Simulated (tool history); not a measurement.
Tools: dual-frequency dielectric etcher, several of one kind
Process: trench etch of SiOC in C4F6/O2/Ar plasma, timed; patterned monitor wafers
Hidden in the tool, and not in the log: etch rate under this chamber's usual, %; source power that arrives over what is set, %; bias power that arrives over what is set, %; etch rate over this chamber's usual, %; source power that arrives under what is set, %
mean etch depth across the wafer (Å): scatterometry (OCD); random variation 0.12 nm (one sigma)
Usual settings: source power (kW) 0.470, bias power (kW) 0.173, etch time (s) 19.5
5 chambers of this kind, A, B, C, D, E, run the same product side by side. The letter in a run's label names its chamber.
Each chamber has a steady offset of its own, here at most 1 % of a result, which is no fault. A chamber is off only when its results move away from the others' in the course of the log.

run,hour,source power (kW),bias power (kW),etch time (s),hours since the last wet clean,hours since the last source power generator calibration,hours since the last bias power generator calibration,"read-back reference wafer on the same gauge, depth_nm",mean etch depth across the wafer (Å)
1B,12.4,0.470,0.173,19.5,120.4,2655.8,124.4,48.910,422.92
2C,23.0,0.470,0.173,19.5,338.9,213.3,479.2,48.876,427.38
3A,36.8,0.470,0.173,19.5,420.4,659.3,1595.2,48.900,426.18
4E,51.8,0.470,0.173,19.5,358.8,4056.0,1393.7,48.892,423.60
5D,58.9,0.470,0.173,19.5,376.0,713.7,309.2,48.913,424.65
6B,68.0,0.470,0.173,19.5,176.0,2711.4,180.0,48.930,425.68
7A,75.5,0.470,0.173,19.5,459.1,698.0,1633.9,48.879,424.41
8E,89.0,0.470,0.173,19.5,396.0,4093.2,1430.9,48.940,424.03
9C,99.1,0.360,0.195,19.5,415.0,289.4,555.3,48.890,399.24
# hour 104.6: chamber C: wet clean of the chamber
10D,106.9,0.360,0.195,19.5,424.0,761.7,357.2,48.881,395.79
11B,121.5,0.360,0.195,19.5,229.5,2764.9,233.5,48.915,399.56
12D,133.5,0.360,0.195,19.5,450.6,788.3,383.8,48.889,396.00
# hour 135.9: chamber E: wet clean of the chamber
13E,141.2,0.360,0.195,19.5,5.4,4145.4,1483.1,48.887,396.01
14C,148.8,0.470,0.173,19.5,44.2,339.1,605.0,48.896,428.20
15A,161.3,0.470,0.173,19.5,544.9,783.8,1719.7,48.882,424.46
16D,171.6,0.470,0.173,19.5,488.7,826.4,421.9,48.896,423.19
# hour 180.5: chamber A: wet clean of the chamber
17E,182.8,0.470,0.173,19.5,47.0,4187.0,1524.7,48.941,424.47
18A,192.1,0.470,0.173,19.5,11.6,814.6,1750.5,48.906,412.68
19C,199.4,0.470,0.173,19.5,94.8,389.7,655.6,48.895,428.89
20B,208.8,0.470,0.173,19.5,316.8,2852.2,320.8,48.917,424.42
21B,222.9,0.470,0.173,19.5,330.9,2866.3,334.9,48.925,425.21
22C,234.6,0.470,0.173,19.5,130.0,424.9,690.8,48.890,429.43
# hour 236.7: chamber D: wet clean of the chamber
23D,247.4,0.470,0.173,19.5,10.8,902.2,497.7,48.925,424.74
24E,259.7,0.470,0.173,19.5,123.9,4263.9,1601.6,48.913,424.12
25A,268.4,0.470,0.173,19.5,87.9,890.9,1826.8,48.888,413.61
26B,276.7,0.470,0.173,19.5,384.7,2920.1,388.7,48.887,424.94
27D,290.4,0.470,0.173,19.5,53.8,945.2,540.7,48.899,422.37
28A,298.5,0.470,0.173,19.5,118.0,921.0,1856.9,48.919,413.18
29E,311.7,0.470,0.173,19.5,175.9,4315.9,1653.6,48.924,424.53
30C,324.1,0.470,0.173,19.5,219.5,514.4,780.3,48.899,426.47

Next, every chamber runs the same settings. What will each give?
31A,335.2,0.510,0.173,19.5,,,,,?
31B,335.2,0.510,0.173,19.5,,,,,?
31C,335.2,0.510,0.173,19.5,,,,,?
31D,335.2,0.510,0.173,19.5,,,,,?
31E,335.2,0.510,0.173,19.5,,,,,?

run,mean etch depth across the wafer (Å)
31A,426.20
31B,439.04
31C,439.97
31D,434.85
31E,437.72
